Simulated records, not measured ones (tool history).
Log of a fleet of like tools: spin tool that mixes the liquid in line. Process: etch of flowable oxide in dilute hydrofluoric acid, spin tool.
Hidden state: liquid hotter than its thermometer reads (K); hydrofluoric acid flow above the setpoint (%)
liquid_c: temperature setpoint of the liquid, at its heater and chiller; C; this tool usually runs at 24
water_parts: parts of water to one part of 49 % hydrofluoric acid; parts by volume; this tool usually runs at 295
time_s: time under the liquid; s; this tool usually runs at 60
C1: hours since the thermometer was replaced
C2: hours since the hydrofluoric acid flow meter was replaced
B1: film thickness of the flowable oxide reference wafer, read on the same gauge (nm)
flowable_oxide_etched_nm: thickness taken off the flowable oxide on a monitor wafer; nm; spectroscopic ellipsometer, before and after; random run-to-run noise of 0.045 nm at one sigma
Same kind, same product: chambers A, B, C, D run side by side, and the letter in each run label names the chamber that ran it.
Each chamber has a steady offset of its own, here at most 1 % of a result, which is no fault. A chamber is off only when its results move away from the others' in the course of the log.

{"run": "1A", "hour": 6.4, "liquid_c": 24, "water_parts": 295, "time_s": 60, "C1": 894.2, "C2": 364.5, "B1": 40.017, "flowable_oxide_etched_nm": 8.4171}
{"run": "2D", "hour": 12.4, "liquid_c": 24, "water_parts": 295, "time_s": 60, "C1": 36.2, "C2": 789.6, "B1": 39.974, "flowable_oxide_etched_nm": 8.4616}
{"run": "3C", "hour": 19.2, "liquid_c": 24, "water_parts": 295, "time_s": 60, "C1": 1686.1, "C2": 144.2, "B1": 40.021, "flowable_oxide_etched_nm": 8.4204}
{"run": "4B", "hour": 22.9, "liquid_c": 24, "water_parts": 295, "time_s": 60, "C1": 83.4, "C2": 149.7, "B1": 40.042, "flowable_oxide_etched_nm": 8.5199}
{"run": "5C", "hour": 26.6, "liquid_c": 24, "water_parts": 295, "time_s": 40, "C1": 1693.5, "C2": 151.6, "B1": 39.985, "flowable_oxide_etched_nm": 5.6011}
{"run": "6D", "hour": 33.5, "liquid_c": 24, "water_parts": 295, "time_s": 40, "C1": 57.3, "C2": 810.7, "B1": 40.034, "flowable_oxide_etched_nm": 5.6614}
{"run": "7B", "hour": 38.3, "liquid_c": 24, "water_parts": 295, "time_s": 40, "C1": 98.8, "C2": 165.1, "B1": 39.957, "flowable_oxide_etched_nm": 5.7272}
{"run": "8A", "hour": 41.7, "liquid_c": 24, "water_parts": 295, "time_s": 40, "C1": 929.5, "C2": 399.8, "B1": 39.998, "flowable_oxide_etched_nm": 5.6512}
{"run": "9C", "hour": 47.9, "liquid_c": 24, "water_parts": 295, "time_s": 60, "C1": 1714.8, "C2": 172.9, "B1": 40.014, "flowable_oxide_etched_nm": 8.4793}
{"hour": 51.5, "done": "chamber A: thermometer replaced"}
{"run": "10B", "hour": 52.5, "liquid_c": 24, "water_parts": 295, "time_s": 60, "C1": 113.0, "C2": 179.3, "B1": 39.975, "flowable_oxide_etched_nm": 8.4806}
{"run": "11A", "hour": 57.8, "liquid_c": 24, "water_parts": 295, "time_s": 60, "C1": 6.3, "C2": 415.9, "B1": 40.008, "flowable_oxide_etched_nm": 8.4604}
{"run": "12D", "hour": 62.3, "liquid_c": 24, "water_parts": 295, "time_s": 60, "C1": 86.1, "C2": 839.5, "B1": 39.981, "flowable_oxide_etched_nm": 8.4514}
{"run": "13A", "hour": 67.4, "liquid_c": 24, "water_parts": 295, "time_s": 95, "C1": 15.9, "C2": 425.5, "B1": 40.001, "flowable_oxide_etched_nm": 13.481}
{"run": "14B", "hour": 73.7, "liquid_c": 24, "water_parts": 295, "time_s": 95, "C1": 134.2, "C2": 200.5, "B1": 40.036, "flowable_oxide_etched_nm": 13.385}
{"run": "15C", "hour": 79.8, "liquid_c": 24, "water_parts": 295, "time_s": 95, "C1": 1746.7, "C2": 204.8, "B1": 39.963, "flowable_oxide_etched_nm": 13.447}
{"run": "16D", "hour": 87.1, "liquid_c": 24, "water_parts": 295, "time_s": 95, "C1": 110.9, "C2": 864.3, "B1": 40.035, "flowable_oxide_etched_nm": 13.442}
{"run": "17A", "hour": 92.8, "liquid_c": 24, "water_parts": 295, "time_s": 60, "C1": 41.3, "C2": 450.9, "B1": 40.033, "flowable_oxide_etched_nm": 8.4595}
{"run": "18C", "hour": 96.9, "liquid_c": 19, "water_parts": 165, "time_s": 60, "C1": 1763.8, "C2": 221.9, "B1": 39.995, "flowable_oxide_etched_nm": 14.515}
{"run": "19D", "hour": 104.3, "liquid_c": 19, "water_parts": 165, "time_s": 60, "C1": 128.1, "C2": 881.5, "B1": 40.029, "flowable_oxide_etched_nm": 14.197}
{"run": "20B", "hour": 111.8, "liquid_c": 19, "water_parts": 165, "time_s": 60, "C1": 172.3, "C2": 238.6, "B1": 40.007, "flowable_oxide_etched_nm": 14.232}
{"run": "21C", "hour": 117.3, "liquid_c": 19, "water_parts": 165, "time_s": 60, "C1": 1784.2, "C2": 242.3, "B1": 40.021, "flowable_oxide_etched_nm": 14.727}
{"run": "22A", "hour": 125.1, "liquid_c": 24, "water_parts": 295, "time_s": 60, "C1": 73.6, "C2": 483.2, "B1": 40.021, "flowable_oxide_etched_nm": 8.4622}
{"run": "23D", "hour": 132.8, "liquid_c": 24, "water_parts": 295, "time_s": 25, "C1": 156.6, "C2": 910.0, "B1": 39.995, "flowable_oxide_etched_nm": 3.5281}
{"run": "24B", "hour": 136.4, "liquid_c": 24, "water_parts": 295, "time_s": 25, "C1": 196.9, "C2": 263.2, "B1": 40.016, "flowable_oxide_etched_nm": 3.5221}
{"run": "25D", "hour": 144.0, "liquid_c": 24, "water_parts": 295, "time_s": 25, "C1": 167.8, "C2": 921.2, "B1": 39.988, "flowable_oxide_etched_nm": 3.5614}
{"run": "26B", "hour": 151.2, "liquid_c": 24, "water_parts": 295, "time_s": 25, "C1": 211.7, "C2": 278.0, "B1": 40.013, "flowable_oxide_etched_nm": 3.5411}
{"run": "27C", "hour": 158.8, "liquid_c": 24, "water_parts": 295, "time_s": 60, "C1": 1825.7, "C2": 283.8, "B1": 40.032, "flowable_oxide_etched_nm": 8.7541}
{"run": "28A", "hour": 164.9, "liquid_c": 24, "water_parts": 295, "time_s": 60, "C1": 113.4, "C2": 523.0, "B1": 40.004, "flowable_oxide_etched_nm": 8.395}
{"run": "29A", "hour": 169.6, "liquid_c": 24, "water_parts": 295, "time_s": 60, "C1": 118.1, "C2": 527.7, "B1": 40.033, "flowable_oxide_etched_nm": 8.5369}
{"run": "30C", "hour": 174.1, "liquid_c": 24, "water_parts": 295, "time_s": 60, "C1": 1841.0, "C2": 299.1, "B1": 39.995, "flowable_oxide_etched_nm": 8.6934}

Has any chamber moved away from the others, gradually or after a service, or does the common gauge drift, or do the chambers differ only by their own small steady offsets? State the chamber and the most likely cause if one applies.

Chamber C drifts away from the others.
Most likely cause: liquid hotter than its thermometer reads (K) = 1.46.
From this log alone, it may not be told apart from: hydrofluoric acid flow above the setpoint (%).

Here are 4 candidates for chamber C's next run, each the usual settings with a change, their results left as question marks. Which one brings its results back in line with what the others give on the usual settings?
In line means no further than this from the other chambers' mean on the usual settings: flowable_oxide_etched_nm 0.1600 nm
{"run": "31C-1", "hour": 179.7, "liquid_c": 24, "water_parts": 305, "time_s": 60, "flowable_oxide_etched_nm": "?"}
{"run": "31C-2", "hour": 179.7, "liquid_c": 22, "water_parts": 295, "time_s": 60, "flowable_oxide_etched_nm": "?"}
{"run": "31C-3", "hour": 179.7, "liquid_c": 24, "water_parts": 295, "time_s": 65, "flowable_oxide_etched_nm": "?"}
{"run": "31C-4", "hour": 179.7, "liquid_c": 25, "water_parts": 295, "time_s": 60, "flowable_oxide_etched_nm": "?"}

The mean the other chambers reach with the usual settings: flowable_oxide_etched_nm 8.4829 nm
run=31C-1 flowable_oxide_etched_nm=8.4246
run=31C-2 flowable_oxide_etched_nm=8.2160
run=31C-3 flowable_oxide_etched_nm=9.5291
run=31C-4 flowable_oxide_etched_nm=9.0940
The right change is 31C-1: it brings the chamber back within the allowed miss of the others.
